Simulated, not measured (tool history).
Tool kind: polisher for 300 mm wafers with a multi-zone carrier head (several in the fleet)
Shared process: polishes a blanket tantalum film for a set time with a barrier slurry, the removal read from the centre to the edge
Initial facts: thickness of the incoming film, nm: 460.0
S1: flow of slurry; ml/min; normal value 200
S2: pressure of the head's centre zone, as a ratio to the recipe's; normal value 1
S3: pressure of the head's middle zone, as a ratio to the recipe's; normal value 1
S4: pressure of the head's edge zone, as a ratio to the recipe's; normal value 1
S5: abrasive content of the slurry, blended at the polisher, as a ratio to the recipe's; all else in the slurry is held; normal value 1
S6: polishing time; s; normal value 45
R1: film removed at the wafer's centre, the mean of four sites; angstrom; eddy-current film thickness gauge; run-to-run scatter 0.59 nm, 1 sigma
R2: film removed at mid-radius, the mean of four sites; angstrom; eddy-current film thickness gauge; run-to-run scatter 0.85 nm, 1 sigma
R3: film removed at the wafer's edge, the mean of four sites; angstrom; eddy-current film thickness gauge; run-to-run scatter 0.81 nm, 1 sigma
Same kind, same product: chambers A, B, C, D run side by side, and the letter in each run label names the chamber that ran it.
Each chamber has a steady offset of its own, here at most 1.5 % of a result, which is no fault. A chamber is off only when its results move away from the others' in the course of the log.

| run | hour | S1 | S2 | S3 | S4 | S5 | S6 | R1 | R2 | R3 |
|---|---|---|---|---|---|---|---|---|---|---|
| 1B | 3.3 | 200 | 1 | 1 | 1 | 1 | 45 | 715.1 | 716.86 | 740.87 |
| 2C | 9.8 | 200 | 1 | 1 | 1 | 1 | 45 | 722.77 | 709 | 707.97 |
| 3D | 13.2 | 200 | 1 | 1 | 1 | 1 | 45 | 719.55 | 728.49 | 720.92 |
|  | 13.7 | chamber C: edge zone pressure recalibrated |
| 4A | 16.5 | 200 | 1 | 1 | 1 | 1 | 45 | 721.5 | 712.32 | 721.85 |
| 5A | 20.8 | 200 | 1 | 1 | 1 | 1 | 45 | 722.9 | 718.19 | 728.68 |
| 6C | 23.9 | 200 | 1 | 1 | 1 | 1 | 45 | 719.44 | 706.5 | 705.02 |
| 7B | 27.3 | 200 | 1 | 1 | 1 | 1 | 45 | 709.76 | 708.14 | 733.96 |
|  | 29.7 | chamber A: worn pad replaced by a new one |
| 8D | 30.5 | 200 | 1.1 | 1 | 1 | 1 | 45 | 790.73 | 709.29 | 722.55 |
| 9A | 37.3 | 200 | 1.1 | 1 | 1 | 1 | 45 | 796.64 | 724.75 | 726.73 |
|  | 37.8 | chamber B: worn pad replaced by a new one |
| 10B | 42 | 200 | 1.1 | 1 | 1 | 1 | 45 | 800.84 | 697.39 | 725.21 |
| 11D | 48.6 | 200 | 1.1 | 1 | 1 | 1 | 45 | 797.11 | 722.35 | 717.79 |
| 12C | 54 | 200 | 1 | 1 | 1 | 1 | 45 | 719.45 | 706.44 | 717.01 |
| 13A | 57.8 | 200 | 1 | 1 | 1 | 1 | 45 | 712.37 | 704.96 | 726.98 |
| 14D | 64.2 | 220 | 1.05 | 1 | 1 | 1 | 45 | 766.09 | 722.73 | 724.57 |
| 15C | 70.3 | 220 | 1.05 | 1 | 1 | 1 | 45 | 771.3 | 715.93 | 729.73 |
| 16B | 74.6 | 220 | 1.05 | 1 | 1 | 1 | 45 | 766.77 | 742.69 | 741.12 |
| 17D | 80.3 | 220 | 1.05 | 1 | 1 | 1 | 45 | 773.01 | 735.45 | 720.84 |
| 18C | 85.4 | 200 | 1 | 1 | 1.05 | 1 | 39 | 622.94 | 613.41 | 635.66 |
| 19A | 92 | 200 | 1 | 1 | 1.05 | 1 | 39 | 624.15 | 628.83 | 636.52 |
| 20B | 98.2 | 200 | 1 | 1 | 1.05 | 1 | 39 | 627.31 | 626.9 | 643.69 |
| 21A | 102.2 | 200 | 1 | 1 | 1.05 | 1 | 39 | 632.32 | 627.62 | 629.29 |
|  | 104.1 | chamber D: slurry nozzle cleaned |
| 22C | 106.4 | 200 | 1 | 1 | 1 | 1 | 45 | 715.74 | 721.79 | 714.33 |
| 23D | 109.7 | 200 | 1 | 1 | 1 | 1 | 45 | 704.25 | 715.6 | 714.24 |
| 24B | 116 | 200 | 1 | 1 | 1 | 1 | 45 | 721.97 | 720.59 | 718.33 |
| 25B | 120 | 200 | 1 | 1 | 1 | 1 | 45 | 720.24 | 705.12 | 731.85 |
| 26D | 126.3 | 200 | 1 | 1 | 1 | 1 | 45 | 715 | 719.51 | 728.37 |

Next, every chamber runs the same settings. What will each give?
| 27A | 131.1 | 200 | 1 | 1 | 1 | 1.25 | 45 | ? | ? | ? |
| 27B | 131.1 | 200 | 1 | 1 | 1 | 1.25 | 45 | ? | ? | ? |
| 27C | 131.1 | 200 | 1 | 1 | 1 | 1.25 | 45 | ? | ? | ? |
| 27D | 131.1 | 200 | 1 | 1 | 1 | 1.25 | 45 | ? | ? | ? |

| run | R1 | R2 | R3 |
|---|---|---|---|
| 27A | 761.75 | 769.07 | 766.36 |
| 27B | 757.35 | 773.81 | 752.41 |
| 27C | 749.13 | 760.29 | 743.89 |
| 27D | 756.85 | 772.65 | 766.18 |

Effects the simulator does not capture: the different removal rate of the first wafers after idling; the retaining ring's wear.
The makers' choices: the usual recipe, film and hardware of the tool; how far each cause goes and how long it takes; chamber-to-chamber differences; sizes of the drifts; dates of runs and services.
